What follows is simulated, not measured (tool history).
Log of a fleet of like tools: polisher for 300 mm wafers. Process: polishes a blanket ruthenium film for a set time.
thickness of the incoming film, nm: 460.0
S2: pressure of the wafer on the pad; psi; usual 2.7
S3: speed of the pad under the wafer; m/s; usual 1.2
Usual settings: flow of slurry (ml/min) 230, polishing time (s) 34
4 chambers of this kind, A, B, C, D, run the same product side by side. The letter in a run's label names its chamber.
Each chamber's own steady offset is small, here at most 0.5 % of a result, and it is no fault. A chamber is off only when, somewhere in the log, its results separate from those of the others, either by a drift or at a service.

run 1A day=0.429 | flow_of_slurry_(ml/min)=230 S2=2.7 S3=1.2 polishing_time_(s)=34 | film_removed_(nm)=73.979
-- day=0.675 chamber C: slurry nozzle cleaned
run 2B day=0.750 | flow_of_slurry_(ml/min)=230 S2=2.7 S3=1.2 polishing_time_(s)=34 | film_removed_(nm)=75.876
run 3D day=0.958 | flow_of_slurry_(ml/min)=230 S2=2.7 S3=1.2 polishing_time_(s)=34 | film_removed_(nm)=73.566
run 4C day=1.346 | flow_of_slurry_(ml/min)=230 S2=2.7 S3=1.2 polishing_time_(s)=34 | film_removed_(nm)=75.275
run 5C day=1.542 | flow_of_slurry_(ml/min)=230 S2=2.7 S3=1.2 polishing_time_(s)=34 | film_removed_(nm)=73.275
run 6B day=1.867 | flow_of_slurry_(ml/min)=230 S2=2.7 S3=1.2 polishing_time_(s)=34 | film_removed_(nm)=75.048
-- day=1.908 chamber B: worn pad replaced by a new one
run 7A day=2.238 | flow_of_slurry_(ml/min)=185 S2=2.3 S3=1.2 polishing_time_(s)=34 | film_removed_(nm)=61.550
run 8D day=2.683 | flow_of_slurry_(ml/min)=185 S2=2.3 S3=1.2 polishing_time_(s)=34 | film_removed_(nm)=60.950
-- day=2.758 chamber D: worn pad replaced by a new one
run 9D day=3.104 | flow_of_slurry_(ml/min)=185 S2=2.3 S3=1.2 polishing_time_(s)=34 | film_removed_(nm)=62.067
run 10A day=3.558 | flow_of_slurry_(ml/min)=185 S2=2.3 S3=1.2 polishing_time_(s)=34 | film_removed_(nm)=61.065
-- day=3.904 chamber A: worn pad replaced by a new one
run 11C day=4.000 | flow_of_slurry_(ml/min)=230 S2=2.7 S3=1.2 polishing_time_(s)=34 | film_removed_(nm)=72.637
run 12B day=4.217 | flow_of_slurry_(ml/min)=230 S2=2.7 S3=1.2 polishing_time_(s)=34 | film_removed_(nm)=75.687
run 13D day=4.588 | flow_of_slurry_(ml/min)=230 S2=2.7 S3=1.2 polishing_time_(s)=34 | film_removed_(nm)=75.133
-- day=4.771 chamber B: worn pad replaced by a new one
run 14C day=4.896 | flow_of_slurry_(ml/min)=230 S2=2.7 S3=1.2 polishing_time_(s)=34 | film_removed_(nm)=74.428
run 15B day=5.096 | flow_of_slurry_(ml/min)=230 S2=2.7 S3=1.2 polishing_time_(s)=34 | film_removed_(nm)=73.345
run 16A day=5.321 | flow_of_slurry_(ml/min)=230 S2=2.7 S3=1.2 polishing_time_(s)=34 | film_removed_(nm)=75.268
run 17A day=5.567 | flow_of_slurry_(ml/min)=230 S2=3.6 S3=1.2 polishing_time_(s)=34 | film_removed_(nm)=99.787
-- day=5.917 chamber C: worn pad replaced by a new one
-- day=5.971 chamber A: slurry nozzle cleaned
run 18B day=6.021 | flow_of_slurry_(ml/min)=230 S2=3.6 S3=1.2 polishing_time_(s)=34 | film_removed_(nm)=97.843
run 19D day=6.250 | flow_of_slurry_(ml/min)=230 S2=3.6 S3=1.2 polishing_time_(s)=34 | film_removed_(nm)=100.300
run 20C day=6.492 | flow_of_slurry_(ml/min)=230 S2=3.6 S3=1.2 polishing_time_(s)=34 | film_removed_(nm)=100.590
run 21B day=6.883 | flow_of_slurry_(ml/min)=230 S2=2.7 S3=1.2 polishing_time_(s)=34 | film_removed_(nm)=73.903
run 22D day=7.092 | flow_of_slurry_(ml/min)=230 S2=3.0 S3=1.2 polishing_time_(s)=34 | film_removed_(nm)=83.186
run 23C day=7.462 | flow_of_slurry_(ml/min)=230 S2=3.0 S3=1.2 polishing_time_(s)=34 | film_removed_(nm)=83.190
run 24A day=7.858 | flow_of_slurry_(ml/min)=230 S2=3.0 S3=1.2 polishing_time_(s)=34 | film_removed_(nm)=82.965
-- day=8.279 chamber D: worn pad replaced by a new one
run 25D day=8.300 | flow_of_slurry_(ml/min)=230 S2=3.0 S3=1.2 polishing_time_(s)=34 | film_removed_(nm)=84.395
run 26C day=8.567 | flow_of_slurry_(ml/min)=230 S2=2.7 S3=1.2 polishing_time_(s)=34 | film_removed_(nm)=74.767

Predict what each chamber gives when all 4 of them run the settings below next.
run 27A day=8.892 | flow_of_slurry_(ml/min)=230 S2=2.7 S3=1.2 polishing_time_(s)=38 | film_removed_(nm)=?
run 27B day=8.892 | flow_of_slurry_(ml/min)=230 S2=2.7 S3=1.2 polishing_time_(s)=38 | film_removed_(nm)=?
run 27C day=8.892 | flow_of_slurry_(ml/min)=230 S2=2.7 S3=1.2 polishing_time_(s)=38 | film_removed_(nm)=?
run 27D day=8.892 | flow_of_slurry_(ml/min)=230 S2=2.7 S3=1.2 polishing_time_(s)=38 | film_removed_(nm)=?

run=27A film_removed_(nm)=83.031
run=27B film_removed_(nm)=81.545
run=27C film_removed_(nm)=84.873
run=27D film_removed_(nm)=82.629

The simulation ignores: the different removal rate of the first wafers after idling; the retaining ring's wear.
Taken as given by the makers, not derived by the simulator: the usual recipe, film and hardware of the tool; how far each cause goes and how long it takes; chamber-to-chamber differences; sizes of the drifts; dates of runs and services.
